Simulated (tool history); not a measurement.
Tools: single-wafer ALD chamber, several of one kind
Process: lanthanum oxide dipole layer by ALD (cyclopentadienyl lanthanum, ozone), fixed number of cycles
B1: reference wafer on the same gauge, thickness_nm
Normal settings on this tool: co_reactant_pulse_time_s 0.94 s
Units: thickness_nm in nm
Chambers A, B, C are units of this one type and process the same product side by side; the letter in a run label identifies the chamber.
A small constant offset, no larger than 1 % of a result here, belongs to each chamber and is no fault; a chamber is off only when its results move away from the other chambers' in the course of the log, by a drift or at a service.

run 1C hour=6.8 | co_reactant_pulse_time_s=0.94 | B1=0.47944 | thickness_nm=0.491
run 2B hour=12 | co_reactant_pulse_time_s=0.94 | B1=0.47914 | thickness_nm=0.48789
run 3A hour=19 | co_reactant_pulse_time_s=0.94 | B1=0.47887 | thickness_nm=0.48442
run 4B hour=26 | co_reactant_pulse_time_s=0.94 | B1=0.47854 | thickness_nm=0.48736
run 5A hour=34.6 | co_reactant_pulse_time_s=0.94 | B1=0.47933 | thickness_nm=0.48781
run 6C hour=43 | co_reactant_pulse_time_s=0.94 | B1=0.47895 | thickness_nm=0.49484
run 7B hour=47.5 | co_reactant_pulse_time_s=0.94 | B1=0.47866 | thickness_nm=0.48778
run 8A hour=54.8 | co_reactant_pulse_time_s=0.94 | B1=0.47904 | thickness_nm=0.48646
run 9C hour=64.5 | co_reactant_pulse_time_s=0.94 | B1=0.47944 | thickness_nm=0.49498
run 10A hour=71.3 | co_reactant_pulse_time_s=0.94 | B1=0.47903 | thickness_nm=0.48663
run 11B hour=79.9 | co_reactant_pulse_time_s=1.08 | B1=0.47927 | thickness_nm=0.50984
run 12C hour=89.1 | co_reactant_pulse_time_s=1.08 | B1=0.4795 | thickness_nm=0.51279
run 13C hour=97.8 | co_reactant_pulse_time_s=1.08 | B1=0.47916 | thickness_nm=0.5146
run 14B hour=107.6 | co_reactant_pulse_time_s=0.94 | B1=0.47911 | thickness_nm=0.48916
run 15A hour=117.3 | co_reactant_pulse_time_s=0.94 | B1=0.47868 | thickness_nm=0.48454
run 16C hour=127 | co_reactant_pulse_time_s=0.94 | B1=0.47885 | thickness_nm=0.49275
run 17A hour=132 | co_reactant_pulse_time_s=0.94 | B1=0.47913 | thickness_nm=0.4841
run 18B hour=138.9 | co_reactant_pulse_time_s=0.73 | B1=0.47872 | thickness_nm=0.44115
run 19B hour=143.7 | co_reactant_pulse_time_s=0.73 | B1=0.47916 | thickness_nm=0.44108
run 20A hour=150.8 | co_reactant_pulse_time_s=0.73 | B1=0.47908 | thickness_nm=0.44039
run 21C hour=155.3 | co_reactant_pulse_time_s=0.94 | B1=0.47908 | thickness_nm=0.49157
run 22B hour=164.3 | co_reactant_pulse_time_s=0.94 | B1=0.47899 | thickness_nm=0.4849
run 23A hour=173.2 | co_reactant_pulse_time_s=0.94 | B1=0.47939 | thickness_nm=0.49057
run 24C hour=181.4 | co_reactant_pulse_time_s=0.94 | B1=0.47919 | thickness_nm=0.49278
run 25C hour=189.2 | co_reactant_pulse_time_s=0.94 | B1=0.47894 | thickness_nm=0.49243
run 26B hour=197 | co_reactant_pulse_time_s=0.94 | B1=0.47869 | thickness_nm=0.48283
-- hour=202.4 chamber A: thermocouple changed; heater temperature recalibrated
run 27A hour=204.6 | co_reactant_pulse_time_s=0.94 | B1=0.47886 | thickness_nm=0.48635
run 28B hour=210.7 | co_reactant_pulse_time_s=0.94 | B1=0.47912 | thickness_nm=0.48211
run 29C hour=216 | co_reactant_pulse_time_s=0.94 | B1=0.47879 | thickness_nm=0.49185
run 30A hour=224.9 | co_reactant_pulse_time_s=0.94 | B1=0.47887 | thickness_nm=0.48647
run 31A hour=230.8 | co_reactant_pulse_time_s=0.94 | B1=0.47939 | thickness_nm=0.48384
run 32B hour=238.9 | co_reactant_pulse_time_s=0.94 | B1=0.47877 | thickness_nm=0.4805
run 33C hour=247.8 | co_reactant_pulse_time_s=0.94 | B1=0.47913 | thickness_nm=0.48831
run 34C hour=256.6 | co_reactant_pulse_time_s=1.11 | B1=0.47896 | thickness_nm=0.51837
run 35A hour=262 | co_reactant_pulse_time_s=1.11 | B1=0.47932 | thickness_nm=0.5112
run 36B hour=267.7 | co_reactant_pulse_time_s=1.11 | B1=0.47921 | thickness_nm=0.5046
run 37A hour=272.4 | co_reactant_pulse_time_s=0.94 | B1=0.47895 | thickness_nm=0.4843
run 38C hour=279.7 | co_reactant_pulse_time_s=0.94 | B1=0.47912 | thickness_nm=0.49055
run 39B hour=284.5 | co_reactant_pulse_time_s=0.94 | B1=0.47859 | thickness_nm=0.47671
run 40C hour=291.8 | co_reactant_pulse_time_s=0.94 | B1=0.479 | thickness_nm=0.49457
run 41A hour=300.5 | co_reactant_pulse_time_s=0.94 | B1=0.47949 | thickness_nm=0.48309
run 42B hour=305.6 | co_reactant_pulse_time_s=0.7 | B1=0.47875 | thickness_nm=0.41705
-- hour=315.1 chamber A: ozone generator serviced
run 43A hour=315.4 | co_reactant_pulse_time_s=0.7 | B1=0.47906 | thickness_nm=0.43228

Predict what each chamber gives when all 3 of them run the settings below next.
run 44A hour=322.4 | co_reactant_pulse_time_s=0.94 | thickness_nm=?
run 44B hour=322.4 | co_reactant_pulse_time_s=0.94 | thickness_nm=?
run 44C hour=322.4 | co_reactant_pulse_time_s=0.94 | thickness_nm=?

run=44A thickness_nm=0.48576
run=44B thickness_nm=0.47382
run=44C thickness_nm=0.49275
